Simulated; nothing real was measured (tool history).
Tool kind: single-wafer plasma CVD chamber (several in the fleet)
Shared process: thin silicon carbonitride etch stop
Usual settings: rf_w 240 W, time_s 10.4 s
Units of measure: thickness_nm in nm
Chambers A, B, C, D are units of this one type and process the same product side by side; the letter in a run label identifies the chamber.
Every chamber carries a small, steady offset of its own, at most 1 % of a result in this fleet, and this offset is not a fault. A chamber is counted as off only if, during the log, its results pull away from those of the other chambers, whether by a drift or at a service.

| run | hour | rf_w | time_s | hours since the last thermocouple change | hours since the last RF generator calibration | read-back reference wafer on the same gauge, thickness_nm | thickness_nm |
|---|---|---|---|---|---|---|---|
| 1D | 4.1 | 240 | 10.4 | 1299.0 | 297.0 | 5.7693 | 6.2261 |
| 2B | 8.9 | 240 | 10.4 | 1201.1 | 2202.0 | 5.7693 | 6.2534 |
| 3A | 11.8 | 240 | 10.4 | 739.8 | 1178.5 | 5.7684 | 6.2194 |
| 4C | 16.8 | 240 | 10.4 | 688.0 | 229.1 | 5.7677 | 6.2984 |
| 5D | 19.9 | 240 | 10.4 | 1314.8 | 312.8 | 5.7669 | 6.2150 |
|  | 22.0 | chamber B: RF generator calibrated |
| 6C | 25.1 | 240 | 10.4 | 696.3 | 237.4 | 5.7655 | 6.2907 |
| 7A | 28.3 | 240 | 10.4 | 756.3 | 1195.0 | 5.7644 | 6.2082 |
| 8B | 30.8 | 240 | 10.4 | 1223.0 | 8.9 | 5.7650 | 6.2671 |
| 9C | 35.5 | 240 | 10.4 | 706.7 | 247.8 | 5.7651 | 6.3041 |
| 10D | 41.0 | 240 | 10.4 | 1335.9 | 333.9 | 5.7613 | 6.2088 |
| 11A | 44.7 | 240 | 10.4 | 772.7 | 1211.4 | 5.7619 | 6.2060 |
| 12B | 50.2 | 240 | 10.4 | 1242.4 | 28.3 | 5.7593 | 6.2403 |
| 13A | 53.4 | 240 | 10.4 | 781.4 | 1220.1 | 5.7604 | 6.2294 |
| 14B | 56.1 | 240 | 10.4 | 1248.3 | 34.2 | 5.7614 | 6.2576 |
| 15D | 60.3 | 240 | 10.4 | 1355.2 | 353.2 | 5.7589 | 6.2024 |
| 16C | 65.7 | 240 | 10.4 | 736.9 | 278.0 | 5.7575 | 6.3030 |
| 17D | 70.7 | 240 | 10.4 | 1365.6 | 363.6 | 5.7569 | 6.1920 |
| 18B | 74.6 | 240 | 10.4 | 1266.8 | 52.7 | 5.7579 | 6.2426 |
| 19C | 77.5 | 240 | 10.4 | 748.7 | 289.8 | 5.7570 | 6.2938 |
| 20A | 81.3 | 240 | 10.4 | 809.3 | 1248.0 | 5.7542 | 6.2025 |
| 21B | 85.8 | 240 | 10.4 | 1278.0 | 63.9 | 5.7541 | 6.2321 |
| 22C | 91.2 | 240 | 10.4 | 762.4 | 303.5 | 5.7551 | 6.2900 |
| 23A | 96.8 | 240 | 10.4 | 824.8 | 1263.5 | 5.7524 | 6.2016 |
| 24D | 102.3 | 240 | 10.4 | 1397.2 | 395.2 | 5.7504 | 6.1942 |
| 25A | 105.8 | 240 | 10.4 | 833.8 | 1272.5 | 5.7513 | 6.1855 |
| 26D | 109.7 | 240 | 10.4 | 1404.6 | 402.6 | 5.7502 | 6.1945 |
| 27C | 114.8 | 240 | 10.4 | 786.0 | 327.1 | 5.7496 | 6.2754 |
| 28B | 119.1 | 240 | 10.4 | 1311.3 | 97.2 | 5.7455 | 6.2280 |
| 29D | 123.4 | 240 | 10.4 | 1418.3 | 416.3 | 5.7485 | 6.1954 |
| 30B | 128.8 | 225 | 8.9 | 1321.0 | 106.9 | 5.7484 | 5.2209 |
| 31A | 132.1 | 225 | 8.9 | 860.1 | 1298.8 | 5.7461 | 5.1985 |
| 32C | 135.1 | 225 | 8.9 | 806.3 | 347.4 | 5.7462 | 5.2737 |
| 33D | 140.4 | 225 | 8.9 | 1435.3 | 433.3 | 5.7448 | 5.1982 |
| 34C | 143.9 | 240 | 10.4 | 815.1 | 356.2 | 5.7428 | 6.2717 |
| 35A | 149.2 | 240 | 10.4 | 877.2 | 1315.9 | 5.7433 | 6.1914 |
| 36B | 152.5 | 240 | 10.4 | 1344.7 | 130.6 | 5.7449 | 6.2166 |
| 37D | 155.6 | 240 | 10.4 | 1450.5 | 448.5 | 5.7420 | 6.1990 |
| 38B | 160.7 | 270 | 10.4 | 1352.9 | 138.8 | 5.7408 | 6.4610 |
| 39A | 164.5 | 270 | 10.4 | 892.5 | 1331.2 | 5.7381 | 6.4039 |
| 40C | 170.3 | 270 | 10.4 | 841.5 | 382.6 | 5.7385 | 6.4995 |

Decide between three cases: one chamber stands off from its peers, the gauge reading all wafers drifts, or nothing is wrong past each chamber's small offset. Where a chamber is off, say which and what most likely put it there.

The shared gauge is drifting. All chambers look as if they move in step, but none is off.
Likeliest cause: gauge reads low (%) = 0.555.

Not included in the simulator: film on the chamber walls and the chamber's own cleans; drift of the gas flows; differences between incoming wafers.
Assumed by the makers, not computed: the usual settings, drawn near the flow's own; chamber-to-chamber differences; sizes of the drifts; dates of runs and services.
